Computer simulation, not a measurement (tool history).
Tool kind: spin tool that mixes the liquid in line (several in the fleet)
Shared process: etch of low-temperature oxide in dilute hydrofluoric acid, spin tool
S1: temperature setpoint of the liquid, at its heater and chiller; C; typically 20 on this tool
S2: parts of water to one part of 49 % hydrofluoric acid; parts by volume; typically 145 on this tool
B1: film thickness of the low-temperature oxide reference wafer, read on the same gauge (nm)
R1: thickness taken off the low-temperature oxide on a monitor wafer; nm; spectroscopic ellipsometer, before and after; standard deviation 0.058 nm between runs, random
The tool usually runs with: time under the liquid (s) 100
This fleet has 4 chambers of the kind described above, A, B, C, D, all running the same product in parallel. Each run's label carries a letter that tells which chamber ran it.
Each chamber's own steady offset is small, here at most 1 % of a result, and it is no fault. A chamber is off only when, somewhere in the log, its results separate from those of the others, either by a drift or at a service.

{"run": "1D", "hour": 8.8, "S1": 20, "S2": 145, "time under the liquid (s)": 100, "B1": 130.03, "R1": 6.7739}
{"run": "2A", "hour": 20.5, "S1": 20, "S2": 145, "time under the liquid (s)": 100, "B1": 129.96, "R1": 6.7834}
{"run": "3B", "hour": 29.9, "S1": 20, "S2": 145, "time under the liquid (s)": 100, "B1": 130.01, "R1": 6.7311}
{"run": "4C", "hour": 41.8, "S1": 20, "S2": 145, "time under the liquid (s)": 100, "B1": 130.04, "R1": 6.6824}
{"run": "5B", "hour": 57.3, "S1": 20, "S2": 145, "time under the liquid (s)": 100, "B1": 129.99, "R1": 6.7778}
{"run": "6D", "hour": 69.3, "S1": 20, "S2": 145, "time under the liquid (s)": 100, "B1": 130.01, "R1": 6.8267}
{"run": "7C", "hour": 84.7, "S1": 20, "S2": 145, "time under the liquid (s)": 100, "B1": 129.99, "R1": 6.8251}
{"run": "8A", "hour": 97.0, "S1": 20, "S2": 145, "time under the liquid (s)": 100, "B1": 130, "R1": 6.8893}
{"run": "9C", "hour": 110.0, "S1": 20, "S2": 145, "time under the liquid (s)": 100, "B1": 130.01, "R1": 6.8582}
{"run": "10D", "hour": 122.0, "S1": 21.5, "S2": 115, "time under the liquid (s)": 100, "B1": 129.97, "R1": 9.3763}
{"run": "11B", "hour": 134.9, "S1": 21.5, "S2": 115, "time under the liquid (s)": 100, "B1": 129.96, "R1": 9.4512}
{"hour": 145.1, "done": "chamber D: thermometer replaced"}
{"run": "12A", "hour": 149.7, "S1": 21.5, "S2": 115, "time under the liquid (s)": 100, "B1": 129.99, "R1": 9.4325}
{"run": "13C", "hour": 158.1, "S1": 21.5, "S2": 115, "time under the liquid (s)": 100, "B1": 130, "R1": 9.4372}
{"run": "14B", "hour": 172.5, "S1": 20, "S2": 145, "time under the liquid (s)": 100, "B1": 129.98, "R1": 6.8646}
{"run": "15A", "hour": 180.5, "S1": 20, "S2": 145, "time under the liquid (s)": 100, "B1": 130.05, "R1": 6.8152}
{"run": "16D", "hour": 187.5, "S1": 20, "S2": 145, "time under the liquid (s)": 100, "B1": 130.03, "R1": 6.6283}
{"run": "17D", "hour": 195.7, "S1": 25, "S2": 195, "time under the liquid (s)": 100, "B1": 129.95, "R1": 5.7312}
{"run": "18C", "hour": 208.3, "S1": 25, "S2": 195, "time under the liquid (s)": 100, "B1": 130.01, "R1": 5.8517}
{"run": "19B", "hour": 217.3, "S1": 25, "S2": 195, "time under the liquid (s)": 100, "B1": 129.99, "R1": 5.977}
{"run": "20A", "hour": 224.9, "S1": 25, "S2": 195, "time under the liquid (s)": 100, "B1": 130, "R1": 5.7614}
{"run": "21A", "hour": 234.9, "S1": 20, "S2": 145, "time under the liquid (s)": 100, "B1": 129.97, "R1": 6.7646}
{"run": "22B", "hour": 242.3, "S1": 20, "S2": 145, "time under the liquid (s)": 100, "B1": 130.01, "R1": 6.9836}
{"run": "23D", "hour": 251.0, "S1": 20, "S2": 145, "time under the liquid (s)": 100, "B1": 130.03, "R1": 6.8204}
{"run": "24C", "hour": 260.8, "S1": 20, "S2": 145, "time under the liquid (s)": 100, "B1": 129.98, "R1": 6.8203}
{"run": "25B", "hour": 276.3, "S1": 24, "S2": 95, "time under the liquid (s)": 100, "B1": 130.03, "R1": 13.203}
{"run": "26C", "hour": 283.4, "S1": 24, "S2": 95, "time under the liquid (s)": 100, "B1": 130.04, "R1": 12.844}
{"run": "27A", "hour": 295.5, "S1": 24, "S2": 95, "time under the liquid (s)": 100, "B1": 129.99, "R1": 12.755}
{"run": "28D", "hour": 304.9, "S1": 24, "S2": 95, "time under the liquid (s)": 100, "B1": 130.02, "R1": 12.741}
{"run": "29C", "hour": 315.6, "S1": 20, "S2": 145, "time under the liquid (s)": 100, "B1": 130.07, "R1": 6.7196}
{"run": "30D", "hour": 323.8, "S1": 20, "S2": 145, "time under the liquid (s)": 100, "B1": 130, "R1": 6.7619}
{"run": "31A", "hour": 330.9, "S1": 24.5, "S2": 145, "time under the liquid (s)": 100, "B1": 130.01, "R1": 8.0518}
{"run": "32B", "hour": 338.9, "S1": 24.5, "S2": 145, "time under the liquid (s)": 100, "B1": 129.95, "R1": 8.299}
{"hour": 341.9, "done": "chamber B: hydrofluoric acid flow meter replaced"}
{"run": "33D", "hour": 351.0, "S1": 24.5, "S2": 145, "time under the liquid (s)": 100, "B1": 130.02, "R1": 7.9644}
{"run": "34C", "hour": 358.0, "S1": 24.5, "S2": 145, "time under the liquid (s)": 100, "B1": 130.05, "R1": 8.0625}
{"run": "35A", "hour": 370.9, "S1": 20, "S2": 145, "time under the liquid (s)": 100, "B1": 129.96, "R1": 6.8631}
{"run": "36B", "hour": 381.6, "S1": 20, "S2": 145, "time under the liquid (s)": 100, "B1": 130.03, "R1": 7.0885}
{"run": "37C", "hour": 395.2, "S1": 20, "S2": 145, "time under the liquid (s)": 100, "B1": 129.97, "R1": 6.9156}
{"hour": 401.5, "done": "chamber D: hydrofluoric acid flow meter replaced"}
{"run": "38A", "hour": 403.9, "S1": 20, "S2": 105, "time under the liquid (s)": 100, "B1": 129.99, "R1": 9.7239}
{"run": "39B", "hour": 414.3, "S1": 20, "S2": 105, "time under the liquid (s)": 100, "B1": 129.96, "R1": 10.115}
{"run": "40D", "hour": 426.6, "S1": 20, "S2": 105, "time under the liquid (s)": 100, "B1": 129.98, "R1": 9.9941}
{"run": "41B", "hour": 440.4, "S1": 20, "S2": 105, "time under the liquid (s)": 100, "B1": 130, "R1": 10.28}
{"run": "42A", "hour": 452.1, "S1": 17, "S2": 145, "time under the liquid (s)": 100, "B1": 129.96, "R1": 5.9966}

Read the log: is a single chamber off, either drifting away or since a service, is the gauge that measures every chamber drifting, or is nothing wrong beyond small per-chamber offsets? Name any odd chamber and what most likely caused it.

One chamber, B, drifts off from the rest bit by bit.
Likeliest cause: liquid hotter than its thermometer reads (K) = 1.37.

Here are 4 candidates for chamber B's next run, each the usual settings with a change, their results left as question marks. Which one brings its results back in line with what the others give on the usual settings?
In line means no further than this from the other chambers' mean on the usual settings: R1 0.2 nm
{"run": "43B-1", "hour": 463.2, "S1": 20, "S2": 145, "time under the liquid (s)": 95, "R1": "?"}
{"run": "43B-2", "hour": 463.2, "S1": 20, "S2": 140, "time under the liquid (s)": 100, "R1": "?"}
{"run": "43B-3", "hour": 463.2, "S1": 22.5, "S2": 145, "time under the liquid (s)": 100, "R1": "?"}
{"run": "43B-4", "hour": 463.2, "S1": 20, "S2": 150, "time under the liquid (s)": 95, "R1": "?"}

Usual-settings mean across the other chambers: R1 6.8145 nm
run=43B-1 R1=6.8245
run=43B-2 R1=7.4782
run=43B-3 R1=7.9203
run=43B-4 R1=6.5631
With 43B-1, the chamber falls back in line with the rest.
